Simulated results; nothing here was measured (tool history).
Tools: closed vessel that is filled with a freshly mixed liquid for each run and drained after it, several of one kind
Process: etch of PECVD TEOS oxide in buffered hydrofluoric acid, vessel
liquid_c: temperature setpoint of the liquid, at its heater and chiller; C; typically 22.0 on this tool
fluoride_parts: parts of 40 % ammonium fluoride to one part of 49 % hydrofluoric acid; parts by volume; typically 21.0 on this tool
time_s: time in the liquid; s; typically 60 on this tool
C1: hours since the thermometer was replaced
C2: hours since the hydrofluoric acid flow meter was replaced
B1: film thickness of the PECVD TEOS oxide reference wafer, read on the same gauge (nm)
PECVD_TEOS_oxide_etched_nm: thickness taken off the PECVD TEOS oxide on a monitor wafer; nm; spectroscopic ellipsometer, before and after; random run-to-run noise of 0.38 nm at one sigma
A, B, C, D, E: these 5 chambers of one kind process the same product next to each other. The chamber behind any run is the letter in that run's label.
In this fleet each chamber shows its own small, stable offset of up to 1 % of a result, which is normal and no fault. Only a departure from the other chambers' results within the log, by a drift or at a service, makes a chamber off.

-- hour=0.3 chamber B: thermometer replaced
run 1E hour=7.1 | liquid_c=22.0 fluoride_parts=21.0 time_s=60 | C1=685.1 C2=281.1 | B1=140.00 | PECVD_TEOS_oxide_etched_nm=46.378
run 2A hour=12.9 | liquid_c=22.0 fluoride_parts=21.0 time_s=60 | C1=498.2 C2=883.1 | B1=139.94 | PECVD_TEOS_oxide_etched_nm=45.296
run 3C hour=18.5 | liquid_c=22.0 fluoride_parts=21.0 time_s=60 | C1=456.8 C2=1683.5 | B1=140.00 | PECVD_TEOS_oxide_etched_nm=44.644
run 4D hour=23.7 | liquid_c=22.0 fluoride_parts=21.0 time_s=60 | C1=353.9 C2=602.3 | B1=140.04 | PECVD_TEOS_oxide_etched_nm=46.325
run 5B hour=30.9 | liquid_c=22.0 fluoride_parts=21.0 time_s=60 | C1=30.6 C2=138.1 | B1=140.01 | PECVD_TEOS_oxide_etched_nm=45.682
run 6D hour=40.5 | liquid_c=22.0 fluoride_parts=21.0 time_s=60 | C1=370.7 C2=619.1 | B1=140.00 | PECVD_TEOS_oxide_etched_nm=45.358
run 7E hour=45.3 | liquid_c=22.0 fluoride_parts=21.0 time_s=60 | C1=723.3 C2=319.3 | B1=140.00 | PECVD_TEOS_oxide_etched_nm=45.493
-- hour=51.5 chamber D: hydrofluoric acid flow meter replaced
run 8B hour=51.5 | liquid_c=22.0 fluoride_parts=28.5 time_s=60 | C1=51.2 C2=158.7 | B1=140.00 | PECVD_TEOS_oxide_etched_nm=36.554
run 9C hour=61.7 | liquid_c=22.0 fluoride_parts=28.5 time_s=60 | C1=500.0 C2=1726.7 | B1=140.03 | PECVD_TEOS_oxide_etched_nm=36.465
run 10A hour=66.6 | liquid_c=22.0 fluoride_parts=28.5 time_s=60 | C1=551.9 C2=936.8 | B1=139.99 | PECVD_TEOS_oxide_etched_nm=36.671
run 11B hour=74.1 | liquid_c=22.0 fluoride_parts=28.5 time_s=60 | C1=73.8 C2=181.3 | B1=139.99 | PECVD_TEOS_oxide_etched_nm=36.335
run 12A hour=84.1 | liquid_c=22.0 fluoride_parts=28.5 time_s=60 | C1=569.4 C2=954.3 | B1=140.00 | PECVD_TEOS_oxide_etched_nm=37.198
run 13D hour=89.7 | liquid_c=22.0 fluoride_parts=21.0 time_s=60 | C1=419.9 C2=38.3 | B1=139.98 | PECVD_TEOS_oxide_etched_nm=46.041
run 14E hour=97.0 | liquid_c=22.0 fluoride_parts=21.0 time_s=60 | C1=775.0 C2=371.0 | B1=140.03 | PECVD_TEOS_oxide_etched_nm=44.953
run 15C hour=107.4 | liquid_c=22.0 fluoride_parts=21.0 time_s=60 | C1=545.7 C2=1772.4 | B1=140.03 | PECVD_TEOS_oxide_etched_nm=45.784
run 16A hour=116.9 | liquid_c=22.0 fluoride_parts=21.0 time_s=60 | C1=602.2 C2=987.1 | B1=140.02 | PECVD_TEOS_oxide_etched_nm=44.879
run 17B hour=122.8 | liquid_c=22.0 fluoride_parts=21.0 time_s=60 | C1=122.5 C2=230.0 | B1=139.99 | PECVD_TEOS_oxide_etched_nm=44.938
run 18D hour=127.9 | liquid_c=22.0 fluoride_parts=21.0 time_s=60 | C1=458.1 C2=76.5 | B1=140.02 | PECVD_TEOS_oxide_etched_nm=45.640
run 19E hour=134.1 | liquid_c=22.0 fluoride_parts=21.0 time_s=60 | C1=812.1 C2=408.1 | B1=139.99 | PECVD_TEOS_oxide_etched_nm=44.662
run 20C hour=142.4 | liquid_c=22.0 fluoride_parts=21.0 time_s=60 | C1=580.7 C2=1807.4 | B1=139.99 | PECVD_TEOS_oxide_etched_nm=45.212
run 21B hour=151.4 | liquid_c=18.5 fluoride_parts=21.0 time_s=60 | C1=151.1 C2=258.6 | B1=139.99 | PECVD_TEOS_oxide_etched_nm=37.044
run 22C hour=161.1 | liquid_c=18.5 fluoride_parts=21.0 time_s=60 | C1=599.4 C2=1826.1 | B1=140.04 | PECVD_TEOS_oxide_etched_nm=37.208
run 23E hour=169.7 | liquid_c=18.5 fluoride_parts=21.0 time_s=60 | C1=847.7 C2=443.7 | B1=139.97 | PECVD_TEOS_oxide_etched_nm=36.317
run 24A hour=175.8 | liquid_c=18.5 fluoride_parts=21.0 time_s=60 | C1=661.1 C2=1046.0 | B1=139.98 | PECVD_TEOS_oxide_etched_nm=37.323
run 25D hour=184.9 | liquid_c=18.5 fluoride_parts=21.0 time_s=60 | C1=515.1 C2=133.5 | B1=139.96 | PECVD_TEOS_oxide_etched_nm=38.070
run 26A hour=192.4 | liquid_c=22.0 fluoride_parts=21.0 time_s=80 | C1=677.7 C2=1062.6 | B1=140.00 | PECVD_TEOS_oxide_etched_nm=60.089
run 27E hour=197.5 | liquid_c=22.0 fluoride_parts=21.0 time_s=80 | C1=875.5 C2=471.5 | B1=139.98 | PECVD_TEOS_oxide_etched_nm=59.426
run 28C hour=206.1 | liquid_c=22.0 fluoride_parts=21.0 time_s=80 | C1=644.4 C2=1871.1 | B1=140.02 | PECVD_TEOS_oxide_etched_nm=60.634
-- hour=212.0 chamber C: hydrofluoric acid flow meter replaced
run 29B hour=213.5 | liquid_c=22.0 fluoride_parts=21.0 time_s=80 | C1=213.2 C2=320.7 | B1=139.94 | PECVD_TEOS_oxide_etched_nm=59.680
run 30D hour=221.3 | liquid_c=22.0 fluoride_parts=21.0 time_s=80 | C1=551.5 C2=169.9 | B1=139.97 | PECVD_TEOS_oxide_etched_nm=61.725
run 31D hour=228.2 | liquid_c=22.0 fluoride_parts=21.0 time_s=60 | C1=558.4 C2=176.8 | B1=139.95 | PECVD_TEOS_oxide_etched_nm=46.048
run 32C hour=238.0 | liquid_c=22.0 fluoride_parts=28.5 time_s=60 | C1=676.3 C2=26.0 | B1=139.95 | PECVD_TEOS_oxide_etched_nm=37.156
run 33B hour=248.3 | liquid_c=22.0 fluoride_parts=28.5 time_s=60 | C1=248.0 C2=355.5 | B1=140.02 | PECVD_TEOS_oxide_etched_nm=36.384
run 34A hour=257.2 | liquid_c=22.0 fluoride_parts=28.5 time_s=60 | C1=742.5 C2=1127.4 | B1=140.01 | PECVD_TEOS_oxide_etched_nm=36.306
run 35E hour=264.2 | liquid_c=22.0 fluoride_parts=28.5 time_s=60 | C1=942.2 C2=538.2 | B1=140.06 | PECVD_TEOS_oxide_etched_nm=34.841
run 36E hour=270.8 | liquid_c=22.0 fluoride_parts=28.5 time_s=60 | C1=948.8 C2=544.8 | B1=140.01 | PECVD_TEOS_oxide_etched_nm=34.786
run 37B hour=277.1 | liquid_c=22.0 fluoride_parts=21.0 time_s=60 | C1=276.8 C2=384.3 | B1=140.00 | PECVD_TEOS_oxide_etched_nm=45.414
run 38D hour=282.1 | liquid_c=22.0 fluoride_parts=21.0 time_s=60 | C1=612.3 C2=230.7 | B1=140.02 | PECVD_TEOS_oxide_etched_nm=46.069

Does one chamber stand apart from the rest, does the shared gauge drift, or is all well apart from small per-chamber offsets? Give the chamber and the most likely cause, where there is one.

One chamber, E, drifts off from the rest bit by bit.
Most likely cause: hydrofluoric acid flow below the setpoint (%) = 6.89.
Not necessarily distinguishable in this log from: liquid colder than its thermometer reads (K).

Which of the 4 candidates below, each the usual settings with something changed and its results left as question marks, puts chamber E back in line with what the other chambers give on the usual settings?
In line means no further than this from the other chambers' mean on the usual settings: PECVD_TEOS_oxide_etched_nm 1.300 nm
run 39E-1 hour=289.9 | liquid_c=22.0 fluoride_parts=21.5 time_s=55 | PECVD_TEOS_oxide_etched_nm=?
run 39E-2 hour=289.9 | liquid_c=22.0 fluoride_parts=20.5 time_s=65 | PECVD_TEOS_oxide_etched_nm=?
run 39E-3 hour=289.9 | liquid_c=22.5 fluoride_parts=20.5 time_s=60 | PECVD_TEOS_oxide_etched_nm=?
run 39E-4 hour=289.9 | liquid_c=22.0 fluoride_parts=22.5 time_s=60 | PECVD_TEOS_oxide_etched_nm=?

Other chambers, usual settings, mean: PECVD_TEOS_oxide_etched_nm 45.527 nm
run=39E-1 PECVD_TEOS_oxide_etched_nm=39.081
run=39E-2 PECVD_TEOS_oxide_etched_nm=47.737
run=39E-3 PECVD_TEOS_oxide_etched_nm=45.327
run=39E-4 PECVD_TEOS_oxide_etched_nm=41.310
39E-3 puts the chamber back in line with the other chambers.
